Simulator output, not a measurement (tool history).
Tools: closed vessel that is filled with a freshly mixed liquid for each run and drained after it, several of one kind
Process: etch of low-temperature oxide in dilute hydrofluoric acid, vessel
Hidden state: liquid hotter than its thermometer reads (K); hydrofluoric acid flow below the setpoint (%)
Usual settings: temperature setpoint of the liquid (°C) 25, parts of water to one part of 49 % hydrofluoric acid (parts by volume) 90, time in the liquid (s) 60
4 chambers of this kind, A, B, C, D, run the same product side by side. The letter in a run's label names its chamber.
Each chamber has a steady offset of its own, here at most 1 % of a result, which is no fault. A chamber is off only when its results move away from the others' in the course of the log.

run	day	temperature setpoint of the liquid (°C)	parts of water to one part of 49 % hydrofluoric acid (parts by volume)	time in the liquid (s)	hours since the thermometer was replaced	hours since the hydrofluoric acid flow meter was replaced	read-back film thickness of the low-temperature oxide reference wafer, read on the same gauge (nm)	thickness taken off the low-temperature oxide on a monitor wafer (Å)
1A	0.45	25	90	60	691	702.2	120.03	247.91
2B	0.708	25	90	60	135.6	1192.6	120.01	245.93
3D	1.271	25	90	60	912	1367	120.02	246.82
4C	1.762	25	90	60	90.2	307.9	119.97	243.54
5C	2.025	25	90	60	96.5	314.2	119.98	246.98
6A	2.317	25	90	60	735.8	747	120	245.3
7D	2.892	25	90	60	950.9	1405.9	120.01	250.22
8B	3.3	22.5	90	45	197.8	1254.8	120	167.74
9A	3.796	22.5	90	45	771.3	782.5	120.01	165.25
10D	4.1	22.5	90	45	979.9	1434.9	120.03	171.64
11B	4.662	22.5	90	45	230.5	1287.5	119.99	167.7
12C	5.038	25	90	60	168.8	386.5	119.99	246.43
13C	5.346	25	90	60	176.2	393.9	119.99	246.89
14D	5.633	25	90	60	1016.7	1471.7	120	247.68
15B	5.996	25	90	60	262.5	1319.5	119.99	250.93
16A	6.367	25	90	60	833	844.2	120.01	246.25
17C	6.958	25	90	60	214.9	432.6	120.01	247.6
18B	7.283	25	90	60	293.4	1350.4	120	245.48
19A	7.846	25	90	60	868.5	879.7	119.99	246.23
20D	8.396	25	90	60	1083	1538	120.01	249.36
21C	8.912	25	90	90	261.8	479.5	120	368.03
22A	9.354	25	90	90	904.7	915.9	120.01	369
23D	9.667	25	90	90	1113.5	1568.5	120.01	367.94
24B	9.946	25	90	90	357.3	1414.3	120	371.01
25A	10.408	25	110	85	930	941.2	120	281.26
26D	10.754	25	110	85	1139.6	1594.6	120	272.46
27C	11.121	25	110	85	314.8	532.5	119.96	277.79
28B	11.583	25	110	85	396.6	1453.6	119.99	283.1
29B	12.096	25	90	60	408.9	1465.9	120	250.62
30D	12.558	25	90	60	1182.9	1637.9	120.01	241.68
31C	12.967	25	90	60	359.1	576.8	120.02	246.91
32A	13.429	25	90	60	1002.5	1013.7	120	247.77
# day 13.892: chamber A: hydrofluoric acid flow meter replaced
33C	13.925	25	90	60	382.1	599.8	120.01	249.14
34B	14.242	25	90	60	460.4	1517.4	120	246.74
35A	14.512	25	90	60	1028.5	15	120	247.17
36D	14.929	25	90	60	1239.8	1694.8	120.01	233.27
37D	15.462	25	90	60	1252.6	1707.6	120	231.82
38B	15.917	25	90	60	500.6	1557.6	120	251.75
39A	16.229	25	90	60	1069.7	56.2	120	248.26
40C	16.712	25	90	60	449	666.7	120	245.28
41D	17.267	25	90	60	1295.9	1750.9	120.01	225.5
42B	17.688	25	90	60	543.1	1600.1	119.98	251.14

Next, every chamber runs the same settings. What will each give?
43A	18.117	25	90	60				?
43B	18.117	25	90	60				?
43C	18.117	25	90	60				?
43D	18.117	25	90	60				?

run	thickness taken off the low-temperature oxide on a monitor wafer (Å)
43A	248.05
43B	248.25
43C	245.34
43D	224.67

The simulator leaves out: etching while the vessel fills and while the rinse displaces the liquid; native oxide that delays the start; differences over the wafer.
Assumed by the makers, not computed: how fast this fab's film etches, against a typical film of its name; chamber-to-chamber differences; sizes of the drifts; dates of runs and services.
